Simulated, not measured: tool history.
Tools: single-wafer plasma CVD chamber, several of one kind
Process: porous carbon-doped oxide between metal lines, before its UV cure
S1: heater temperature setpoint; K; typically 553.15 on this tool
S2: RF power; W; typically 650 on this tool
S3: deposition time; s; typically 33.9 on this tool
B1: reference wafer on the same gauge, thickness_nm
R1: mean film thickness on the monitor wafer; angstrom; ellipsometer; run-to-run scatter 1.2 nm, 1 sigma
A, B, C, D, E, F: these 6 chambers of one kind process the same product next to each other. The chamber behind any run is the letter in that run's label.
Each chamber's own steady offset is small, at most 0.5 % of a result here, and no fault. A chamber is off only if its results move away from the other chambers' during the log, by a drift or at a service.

Run 1E, hour 8.3: usual settings; B1 267.14. Result: R1 2426.4 angstrom.
Run 2A, hour 17.2: usual settings; B1 266.97. Result: R1 2438.4 angstrom.
Run 3F, hour 31.8: usual settings; B1 266.92. Result: R1 2421.2 angstrom.
Run 4C, hour 42.1: usual settings; B1 267.00. Result: R1 2464.1 angstrom.
At hour 50.6: chamber A: thermocouple changed; heater temperature recalibrated.
Run 5B, hour 51.4: usual settings; B1 267.06. Result: R1 2461.0 angstrom.
Run 6D, hour 61.6: usual settings; B1 266.98. Result: R1 2445.9 angstrom.
Run 7E, hour 71.6: usual settings; B1 266.96. Result: R1 2455.8 angstrom.
Run 8D, hour 85.6: usual settings; B1 266.91. Result: R1 2447.0 angstrom.
Run 9C, hour 97.6: usual settings; B1 267.03. Result: R1 2442.3 angstrom.
Run 10A, hour 111.2: usual settings; B1 267.16. Result: R1 2436.5 angstrom.
Run 11F, hour 123.6: usual settings; B1 267.32. Result: R1 2445.9 angstrom.
Run 12B, hour 131.9: usual settings; B1 266.93. Result: R1 2459.6 angstrom.
Run 13F, hour 144.4: usual settings; B1 266.71. Result: R1 2452.8 angstrom.
Run 14E, hour 155.4: usual settings; B1 266.95. Result: R1 2434.4 angstrom.
Run 15C, hour 167.1: usual settings but S2 720 W, S3 38.2 s; B1 266.95. Result: R1 2933.6 angstrom.
Run 16B, hour 177.7: usual settings but S2 720 W, S3 38.2 s; B1 267.11. Result: R1 2939.9 angstrom.
Run 17D, hour 184.8: usual settings but S2 720 W, S3 38.2 s; B1 267.12. Result: R1 2953.2 angstrom.
Run 18A, hour 195.0: usual settings but S2 720 W, S3 38.2 s; B1 266.74. Result: R1 2922.6 angstrom.
At hour 196.1: chamber C: RF generator calibrated.
Run 19D, hour 203.7: usual settings but S2 720 W, S3 38.2 s; B1 266.73. Result: R1 2963.0 angstrom.
Run 20C, hour 212.4: usual settings but S2 720 W, S3 38.2 s; B1 267.08. Result: R1 2948.6 angstrom.
At hour 220.2: chamber B: thermocouple changed; heater temperature recalibrated.
At hour 221.3: chamber F: thermocouple changed; heater temperature recalibrated.
Run 21A, hour 221.4: usual settings; B1 267.12. Result: R1 2444.0 angstrom.
Run 22E, hour 231.7: usual settings; B1 267.21. Result: R1 2431.6 angstrom.
Run 23B, hour 239.0: usual settings; B1 266.97. Result: R1 2464.5 angstrom.
Run 24F, hour 252.2: usual settings but S2 700 W, S3 37.7 s; B1 266.93. Result: R1 2942.1 angstrom.
Run 25D, hour 260.4: usual settings but S2 700 W, S3 37.7 s; B1 266.91. Result: R1 2858.2 angstrom.
Run 26C, hour 273.6: usual settings but S2 700 W, S3 37.7 s; B1 267.08. Result: R1 2842.2 angstrom.
At hour 275.4: chamber D: RF generator calibrated.
Run 27A, hour 280.1: usual settings but S2 700 W, S3 37.7 s; B1 267.25. Result: R1 2829.6 angstrom.
Run 28E, hour 290.9: usual settings but S2 700 W, S3 37.7 s; B1 267.01. Result: R1 2828.9 angstrom.
Run 29F, hour 298.6: usual settings but S2 700 W, S3 37.7 s; B1 267.29. Result: R1 2966.3 angstrom.
Run 30B, hour 306.1: usual settings; B1 266.69. Result: R1 2453.5 angstrom.
Run 31D, hour 316.1: usual settings; B1 266.90. Result: R1 2450.1 angstrom.
Run 32C, hour 326.7: usual settings; B1 267.00. Result: R1 2457.0 angstrom.
Run 33E, hour 336.5: usual settings; B1 266.80. Result: R1 2442.5 angstrom.
Run 34B, hour 350.1: usual settings; B1 266.85. Result: R1 2446.1 angstrom.
Run 35F, hour 361.3: usual settings; B1 266.82. Result: R1 2546.0 angstrom.
Run 36A, hour 371.0: usual settings; B1 267.03. Result: R1 2431.0 angstrom.
Run 37F, hour 378.3: usual settings; B1 266.88. Result: R1 2512.5 angstrom.
Run 38A, hour 386.2: usual settings but S2 570 W, S3 37.2 s; B1 266.92. Result: R1 2466.2 angstrom.
Run 39E, hour 393.8: usual settings but S2 570 W, S3 37.2 s; B1 267.24. Result: R1 2458.6 angstrom.
Run 40B, hour 408.0: usual settings but S2 570 W, S3 37.2 s; B1 266.95. Result: R1 2452.9 angstrom.
Run 41C, hour 421.3: usual settings but S2 570 W, S3 37.2 s; B1 266.88. Result: R1 2489.3 angstrom.
Run 42D, hour 431.0: usual settings but S2 570 W, S3 37.2 s; B1 266.97. Result: R1 2474.2 angstrom.

Next, all 6 chambers run the settings below, one line each with question marks for the results. What does each chamber give?
Run 43A, hour 441.5: usual settings. Result: R1 ?.
Run 43B, hour 441.5: usual settings. Result: R1 ?.
Run 43C, hour 441.5: usual settings. Result: R1 ?.
Run 43D, hour 441.5: usual settings. Result: R1 ?.
Run 43E, hour 441.5: usual settings. Result: R1 ?.
Run 43F, hour 441.5: usual settings. Result: R1 ?.

run      R1
43A  2440.8
43B  2430.4
43C  2452.4
43D  2461.4
43E  2441.8
43F  2531.8
